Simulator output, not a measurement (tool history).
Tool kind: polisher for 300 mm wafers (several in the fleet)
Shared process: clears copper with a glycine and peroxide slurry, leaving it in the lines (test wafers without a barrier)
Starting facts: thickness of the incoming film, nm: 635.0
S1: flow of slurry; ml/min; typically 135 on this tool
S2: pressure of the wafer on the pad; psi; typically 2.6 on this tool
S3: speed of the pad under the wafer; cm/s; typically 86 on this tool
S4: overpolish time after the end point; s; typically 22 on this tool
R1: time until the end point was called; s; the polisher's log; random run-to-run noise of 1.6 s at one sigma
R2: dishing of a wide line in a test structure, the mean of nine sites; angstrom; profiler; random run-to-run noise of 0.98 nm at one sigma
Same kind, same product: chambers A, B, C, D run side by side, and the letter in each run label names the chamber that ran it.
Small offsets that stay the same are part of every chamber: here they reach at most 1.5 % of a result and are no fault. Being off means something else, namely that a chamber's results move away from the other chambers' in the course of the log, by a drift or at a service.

run	hour	S1	S2	S3	S4	R1	R2
1A	8.7	135	2.6	86	22	138.42	674.11
2D	15.8	135	2.6	86	22	139.14	668.17
3C	25.2	135	2.6	86	22	141.15	677.44
# hour 29.5: chamber B: worn pad replaced by a new one
4B	33.8	135	2.6	86	22	139.93	677.83
5A	42.2	135	2.6	86	22	138.97	682.03
6D	47.3	135	2.6	86	22	141.57	668.66
7C	55.3	135	2.6	86	22	140.84	661.17
8B	63	135	2.6	86	22	140.19	668.44
9C	70.3	135	2.6	86	22	140.18	690.59
10B	78.7	95	2.6	86	22	154.64	630.19
# hour 81.8: chamber A: worn pad replaced by a new one
11A	87.3	95	2.6	86	22	152.69	625.45
# hour 89.1: chamber C: worn pad replaced by a new one
# hour 91.2: chamber B: head pressure recalibrated
12D	96.1	95	2.6	86	22	152.24	643.38
13B	103.3	95	2.6	86	22	156.28	627.22
# hour 104.1: chamber A: slurry nozzle cleaned
14A	108.7	135	2.6	86	22	138.91	684.37
15D	116.9	135	2.6	86	22	139.31	660.43
16C	124.4	135	2.6	86	22	140.23	678.55
# hour 130.2: chamber C: slurry nozzle cleaned
17B	133.8	135	2.6	86	22	146.82	660.81
18C	138.7	135	2.6	86	22	137.89	701.98
19D	146.7	135	2.6	86	22	138.23	674.38
20A	153.6	135	2.6	86	22	136.86	671.8
21C	160.5	175	2.6	86	33	133.61	992.23
22B	167	175	2.6	86	33	141.07	956.5
# hour 168.2: chamber B: worn pad replaced by a new one
23D	176.4	175	2.6	86	33	134.14	985.73
24A	185.1	175	2.6	86	33	133.84	962.93
25C	192.9	115	2.6	74	22	164.55	615.81
26A	202.1	115	2.6	74	22	161.33	601.63
27B	208.7	115	2.6	74	22	176.45	553.86
28D	217.2	115	2.6	74	22	164.89	584.54
29B	222.1	135	2.6	86	22	155.6	607.91

Next, all 4 chambers run the settings below, one line each with question marks for the results. What does each chamber give?
30A	229.5	135	2.6	86	22	?	?
30B	229.5	135	2.6	86	22	?	?
30C	229.5	135	2.6	86	22	?	?
30D	229.5	135	2.6	86	22	?	?

run	R1	R2
30A	138.42	679.2
30B	159.33	623.99
30C	138.92	681.46
30D	140.56	672.41
